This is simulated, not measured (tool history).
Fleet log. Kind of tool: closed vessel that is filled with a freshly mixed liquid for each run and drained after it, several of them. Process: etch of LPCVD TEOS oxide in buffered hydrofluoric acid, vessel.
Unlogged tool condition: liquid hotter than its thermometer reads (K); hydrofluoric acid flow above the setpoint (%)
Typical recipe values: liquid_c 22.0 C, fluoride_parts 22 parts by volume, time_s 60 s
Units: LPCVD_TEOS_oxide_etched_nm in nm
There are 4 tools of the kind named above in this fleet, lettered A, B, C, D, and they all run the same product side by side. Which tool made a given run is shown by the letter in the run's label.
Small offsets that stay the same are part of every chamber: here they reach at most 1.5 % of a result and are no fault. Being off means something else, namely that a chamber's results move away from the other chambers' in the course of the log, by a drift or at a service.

run   hour  liquid_c  fluoride_parts  time_s  hours since the thermometer was replaced  hours since the hydrofluoric acid flow meter was replaced  read-back film thickness of the LPCVD TEOS oxide reference wafer, read on the same gauge (nm)  LPCVD_TEOS_oxide_etched_nm
 1C    6.1      22.0              22      60                                    1256.9                                                      489.3                                                                                         90.022                     102.270
 2D   10.4      22.0              22      60                                    1003.6                                                      474.3                                                                                         90.011                     102.040
 3A   16.1      22.0              22      60                                     606.8                                                      698.7                                                                                         89.997                     103.770
      18.2  -- chamber D: hydrofluoric acid flow meter replaced
 4B   21.6      22.0              22      60                                     955.6                                                      248.5                                                                                         90.010                     101.530
 5C   27.8      22.0              22      60                                    1278.6                                                      511.0                                                                                         90.000                     102.240
 6B   34.0      22.0              22      60                                     968.0                                                      260.9                                                                                         90.010                     101.610
 7A   37.5      22.0              22      60                                     628.2                                                      720.1                                                                                         89.985                     103.650
 8D   41.6      22.0              22      60                                    1034.8                                                       23.5                                                                                         89.975                     102.620
 9D   48.2      17.0              22      35                                    1041.4                                                       30.1                                                                                         89.975                      45.158
10A   53.9      17.0              22      35                                     644.6                                                      736.5                                                                                         90.005                      46.086
11C   60.2      17.0              22      35                                    1311.0                                                      543.4                                                                                         90.009                      44.843
12B   63.9      17.0              22      35                                     997.9                                                      290.8                                                                                         90.011                      44.938
13C   70.0      22.0              22      60                                    1320.8                                                      553.2                                                                                         89.966                     102.080
14D   73.0      22.0              22      60                                    1066.2                                                       54.9                                                                                         89.995                     102.810
15B   76.6      22.0              22      60                                    1010.6                                                      303.5                                                                                         89.985                     103.290
16A   80.2      22.0              22      60                                     670.9                                                      762.8                                                                                         90.040                     103.830
17B   86.9      22.0              22      60                                    1020.9                                                      313.8                                                                                         90.002                     103.060
18A   92.4      22.0              22      60                                     683.1                                                      775.0                                                                                         90.001                     103.700
19C   95.9      22.0              22      60                                    1346.7                                                      579.1                                                                                         89.995                     102.430
20D  102.5      22.0              22      60                                    1095.7                                                       84.4                                                                                         89.991                     103.410
21A  109.0      22.0              22      80                                     699.7                                                      791.6                                                                                         90.012                     137.060
22D  112.9      22.0              22      80                                    1106.1                                                       94.8                                                                                         89.998                     135.820
23B  118.8      22.0              22      80                                    1052.8                                                      345.7                                                                                         90.022                     139.050
24C  122.0      22.0              22      80                                    1372.8                                                      605.2                                                                                         89.988                     137.430
25D  128.7      22.0              22      60                                    1121.9                                                      110.6                                                                                         90.002                     102.980
26A  133.6      22.0              22      60                                     724.3                                                      816.2                                                                                         90.003                     103.460
27C  137.9      22.0              22      60                                    1388.7                                                      621.1                                                                                         89.985                     102.190
28B  144.8      26.0              22      85                                    1078.8                                                      371.7                                                                                         90.023                     183.240
29B  150.7      26.0              22      85                                    1084.7                                                      377.6                                                                                         90.011                     184.410
30D  156.4      26.0              22      85                                    1149.6                                                      138.3                                                                                         89.986                     179.350
31A  160.3      26.0              22      85                                     751.0                                                      842.9                                                                                         89.992                     182.430
32C  164.0      22.0              22      60                                    1414.8                                                      647.2                                                                                         90.003                     102.790
33B  167.3      22.0              22      60                                    1101.3                                                      394.2                                                                                         90.047                     104.960
34C  171.9      22.0              22      60                                    1422.7                                                      655.1                                                                                         89.989                     102.170
35A  177.5      22.0              22      60                                     768.2                                                      860.1                                                                                         89.993                     103.830
36D  182.4      22.0              22      60                                    1175.6                                                      164.3                                                                                         90.021                     103.000
37B  187.0      17.5              22      60                                    1121.0                                                      413.9                                                                                         90.012                      82.099
38A  193.1      17.5              22      60                                     783.8                                                      875.7                                                                                         90.024                      80.350
39C  196.7      17.5              22      60                                    1447.5                                                      679.9                                                                                         89.985                      79.257
40D  201.2      17.5              22      60                                    1194.4                                                      183.1                                                                                         89.993                      79.806
41C  207.6      25.0              14      60                                    1458.4                                                      690.8                                                                                         90.001                     182.770
42A  213.7      25.0              14      60                                     804.4                                                      896.3                                                                                         90.002                     184.420
43D  219.8      25.0              14      60                                    1213.0                                                      201.7                                                                                         89.980                     184.350
44B  225.4      25.0              14      60                                    1159.4                                                      452.3                                                                                         90.002                     191.060

One chamber off, gauge drift, or nothing amiss beyond the chambers' own small offsets? If it is a chamber, which one, and what is the likeliest cause?

One chamber, B, drifts off from the rest bit by bit.
Most likely cause: liquid hotter than its thermometer reads (K) = 0.859.
From this log alone, it may not be told apart from: hydrofluoric acid flow above the setpoint (%).

Chamber B could run next with any of the 4 candidate recipes listed below; each alters the usual settings, and their results appear as question marks. Which one brings its results back in line with what the other chambers deliver on the usual settings?
Counts as in line when no further than this from what the other chambers average on the usual settings: LPCVD_TEOS_oxide_etched_nm 1.500 nm
45B-1  230.4      22.0            24.5      60                                                                                                                                                                                                                               ?
45B-2  230.4      21.5            22.0      60                                                                                                                                                                                                                               ?
45B-3  230.4      22.0            21.0      60                                                                                                                                                                                                                               ?
45B-4  230.4      22.0            20.0      60                                                                                                                                                                                                                               ?

The mean the other chambers reach with the usual settings: LPCVD_TEOS_oxide_etched_nm 102.900 nm
  run  LPCVD_TEOS_oxide_etched_nm
45B-1                      98.772
45B-2                     103.590
45B-3                     110.010
45B-4                     113.880
It is 45B-2 that realigns the chamber with its peers.
